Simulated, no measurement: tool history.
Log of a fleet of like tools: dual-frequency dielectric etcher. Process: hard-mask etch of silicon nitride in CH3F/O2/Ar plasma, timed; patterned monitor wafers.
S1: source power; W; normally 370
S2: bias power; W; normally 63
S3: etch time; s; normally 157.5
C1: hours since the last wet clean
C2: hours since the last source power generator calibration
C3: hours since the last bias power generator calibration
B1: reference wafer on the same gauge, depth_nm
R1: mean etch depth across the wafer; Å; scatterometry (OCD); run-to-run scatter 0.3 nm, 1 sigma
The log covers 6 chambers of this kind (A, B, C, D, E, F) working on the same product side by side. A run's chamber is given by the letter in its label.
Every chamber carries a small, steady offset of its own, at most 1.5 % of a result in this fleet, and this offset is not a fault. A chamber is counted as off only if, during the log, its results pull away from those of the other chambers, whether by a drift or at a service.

run	hour	S1	S2	S3	C1	C2	C3	B1	R1
1C	6	370	63	157.5	108.3	2416.8	1044.8	91.04	1034.2
2E	11.7	370	63	157.5	348	888.9	1478.9	91.051	1022.2
# hour 14.6: chamber D: wet clean of the chamber
3B	19.8	370	63	157.5	480	411.3	4622.1	90.976	1020.7
4F	27.8	370	63	157.5	141.9	2589.5	1713.4	91.01	1031.2
5A	38.3	370	63	157.5	394	1996.8	707.1	90.982	1012.3
6D	44.4	370	63	157.5	29.9	775.3	984.2	90.932	1013.3
7F	51.7	370	63	157.5	165.8	2613.4	1737.3	91.061	1036.6
8E	58.4	370	63	157.5	394.7	935.6	1525.6	91.008	1018.1
9A	64.5	320	63	123.5	420.2	2023	733.3	91.028	751.5
# hour 66.8: chamber A: wet clean of the chamber
10B	75.5	320	63	123.5	535.7	467	4677.8	91.002	757.82
11D	83.1	320	63	123.5	68.6	814	1022.9	90.998	751.32
12C	93.4	320	63	123.5	195.7	2504.2	1132.2	90.992	769.65
13A	104.3	320	63	123.5	37.6	2062.8	773.1	91.039	751.32
14F	112.4	320	63	123.5	226.5	2674.1	1798	90.986	767.83
15D	119.4	370	63	157.5	104.9	850.3	1059.2	90.958	1016.9
16B	127.9	370	63	157.5	588.1	519.4	4730.2	91.081	1015
# hour 130.4: chamber B: wet clean of the chamber
17E	134	370	63	157.5	470.3	1011.2	1601.2	90.97	1018.9
18C	139.8	370	63	157.5	242.1	2550.6	1178.6	90.977	1035.4
19F	149.6	370	63	157.5	263.7	2711.3	1835.2	91.043	1032.6
20D	158.2	370	63	157.5	143.7	889.1	1098	91.013	1009.4
21B	164.9	370	63	157.5	34.6	556.4	4767.2	90.973	1019.8
22A	173.3	370	63	157.5	106.6	2131.8	842.1	91.072	1015.7
# hour 175.1: chamber B: bias power generator calibrated
23E	182.1	430	63	157.5	518.4	1059.3	1649.3	91.094	1087.8
24C	189.9	430	63	157.5	292.2	2600.7	1228.7	90.994	1098.9
25F	198.1	430	63	157.5	312.2	2759.8	1883.7	91.022	1096.1
26D	209.3	430	63	157.5	194.8	940.2	1149.1	91.036	1068.5
# hour 214: chamber E: wet clean of the chamber
27C	218.6	430	63	157.5	320.9	2629.4	1257.4	90.943	1103.6
28B	223.4	430	63	157.5	93.1	614.9	48.3	91.004	1079.6
29E	231.3	370	63	157.5	17.3	1108.5	1698.5	90.993	1021.1
30A	242	370	63	157.5	175.3	2200.5	910.8	90.942	1011
31C	252.4	370	63	157.5	354.7	2663.2	1291.2	91.003	1048.2
32F	258.8	370	63	157.5	372.9	2820.5	1944.4	91.018	1029.8
33A	264.9	370	63	157.5	198.2	2223.4	933.7	90.97	1016.3
34D	272.9	370	63	157.5	258.4	1003.8	1212.7	91.056	1008.1
35B	279	370	63	157.5	148.7	670.5	103.9	91.066	1019.3
36E	287.4	370	63	157.5	73.4	1164.6	1754.6	91.012	1018.3
# hour 288.3: chamber C: source power generator calibrated
37C	296.5	290	56	157.5	398.8	8.3	1335.3	91.021	921.23
38F	302.9	290	56	157.5	417	2864.6	1988.5	90.978	901.15
39A	313.7	290	56	157.5	247	2272.2	982.5	90.984	890.18
40E	321.7	290	56	157.5	107.7	1198.9	1788.9	91.064	895.99
41B	330.9	290	56	157.5	200.6	722.4	155.8	91.044	895.83

For the next run the whole fleet of 6 chambers uses the same settings. Give each chamber's results:
42A	339	370	63	157.5					?
42B	339	370	63	157.5					?
42C	339	370	63	157.5					?
42D	339	370	63	157.5					?
42E	339	370	63	157.5					?
42F	339	370	63	157.5					?

run	R1
42A	1012.3
42B	1018.3
42C	1058.2
42D	1015.3
42E	1020.5
42F	1039.3
